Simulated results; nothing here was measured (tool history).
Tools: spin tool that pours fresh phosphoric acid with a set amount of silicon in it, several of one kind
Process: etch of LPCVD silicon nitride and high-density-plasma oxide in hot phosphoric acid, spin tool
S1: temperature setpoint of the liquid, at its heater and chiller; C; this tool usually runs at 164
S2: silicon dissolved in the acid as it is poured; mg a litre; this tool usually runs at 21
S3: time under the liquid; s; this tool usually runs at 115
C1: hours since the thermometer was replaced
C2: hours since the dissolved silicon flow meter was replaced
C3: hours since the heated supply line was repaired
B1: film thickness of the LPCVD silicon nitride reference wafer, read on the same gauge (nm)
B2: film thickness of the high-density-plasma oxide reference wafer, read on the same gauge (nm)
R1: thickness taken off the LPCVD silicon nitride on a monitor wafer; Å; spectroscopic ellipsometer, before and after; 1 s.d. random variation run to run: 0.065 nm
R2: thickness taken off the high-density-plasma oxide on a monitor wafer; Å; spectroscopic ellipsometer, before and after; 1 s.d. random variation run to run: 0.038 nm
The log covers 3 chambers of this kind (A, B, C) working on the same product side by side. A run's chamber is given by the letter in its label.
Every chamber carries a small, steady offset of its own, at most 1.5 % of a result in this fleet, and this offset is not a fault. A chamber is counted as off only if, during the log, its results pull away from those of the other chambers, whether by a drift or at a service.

run	hour	S1	S2	S3	C1	C2	C3	B1	B2	R1	R2
1C	7.3	164	21	115	274.8	337.5	771.5	79.993	130.00	109.020	5.6078
2A	16.8	164	21	115	2170.5	1077.4	702.9	80.019	130.01	108.650	6.2244
3B	24.0	164	21	115	431.0	424.1	335.0	80.020	129.98	108.250	6.3885
4C	30.9	164	21	115	298.4	361.1	795.1	80.018	130.01	107.520	6.9644
5B	40.4	164	21	115	447.4	440.5	351.4	79.991	130.01	108.770	5.8910
6A	48.3	164	21	115	2202.0	1108.9	734.4	79.990	130.01	108.490	6.0276
7C	57.5	164	21	115	325.0	387.7	821.7	80.003	130.01	108.580	6.4965
8A	69.8	164	21	115	2223.5	1130.4	755.9	80.004	130.01	109.140	6.1443
9B	83.2	164	21	115	490.2	483.3	394.2	80.006	129.97	108.700	6.5965
10A	95.6	164	21	115	2249.3	1156.2	781.7	80.008	129.96	108.000	5.8861
11C	108.7	164	21	115	376.2	438.9	872.9	79.989	129.98	106.780	5.7765
12B	119.1	164	21	115	526.1	519.2	430.1	80.010	129.98	108.390	7.3380
13C	127.6	164	6	80	395.1	457.8	891.8	80.001	130.03	73.278	6.2530
# hour 132.4: chamber C: dissolved silicon flow meter replaced
14B	140.3	164	6	80	547.3	540.4	451.3	80.014	130.02	75.026	6.3549
15A	152.3	164	6	80	2306.0	1212.9	838.4	80.014	130.02	75.756	5.9549
16A	158.9	164	21	115	2312.6	1219.5	845.0	79.981	130.01	108.430	5.8877
17B	167.5	164	21	115	574.5	567.6	478.5	79.970	130.01	108.400	6.5248
18C	174.1	164	21	115	441.6	41.8	938.3	80.016	129.96	104.140	5.7398
19B	186.9	164	21	115	593.9	587.0	497.9	80.011	130.01	108.890	6.3139
20A	195.7	164	21	115	2349.4	1256.3	881.8	79.985	129.99	108.690	6.3770
21C	202.9	164	21	115	470.4	70.6	967.1	79.993	130.01	103.480	5.6521
22C	211.4	164	21	115	478.9	79.1	975.6	80.010	129.98	102.070	5.4643
23A	221.4	164	21	80	2375.1	1282.0	907.5	79.997	130.02	75.534	4.3005
24B	235.1	164	21	80	642.1	635.2	546.1	79.996	129.99	76.554	4.6397
25B	245.4	164	21	80	652.4	645.5	556.4	79.986	130.02	75.758	3.9776

The same settings go to every chamber for the next run, one line per chamber below. Forecast the results for each:
26A	255.2	164	21	115						?	?
26B	255.2	164	21	115						?	?
26C	255.2	164	21	115						?	?

run	R1	R2
26A	107.290	5.8418
26B	108.770	6.4342
26C	99.170	5.2390

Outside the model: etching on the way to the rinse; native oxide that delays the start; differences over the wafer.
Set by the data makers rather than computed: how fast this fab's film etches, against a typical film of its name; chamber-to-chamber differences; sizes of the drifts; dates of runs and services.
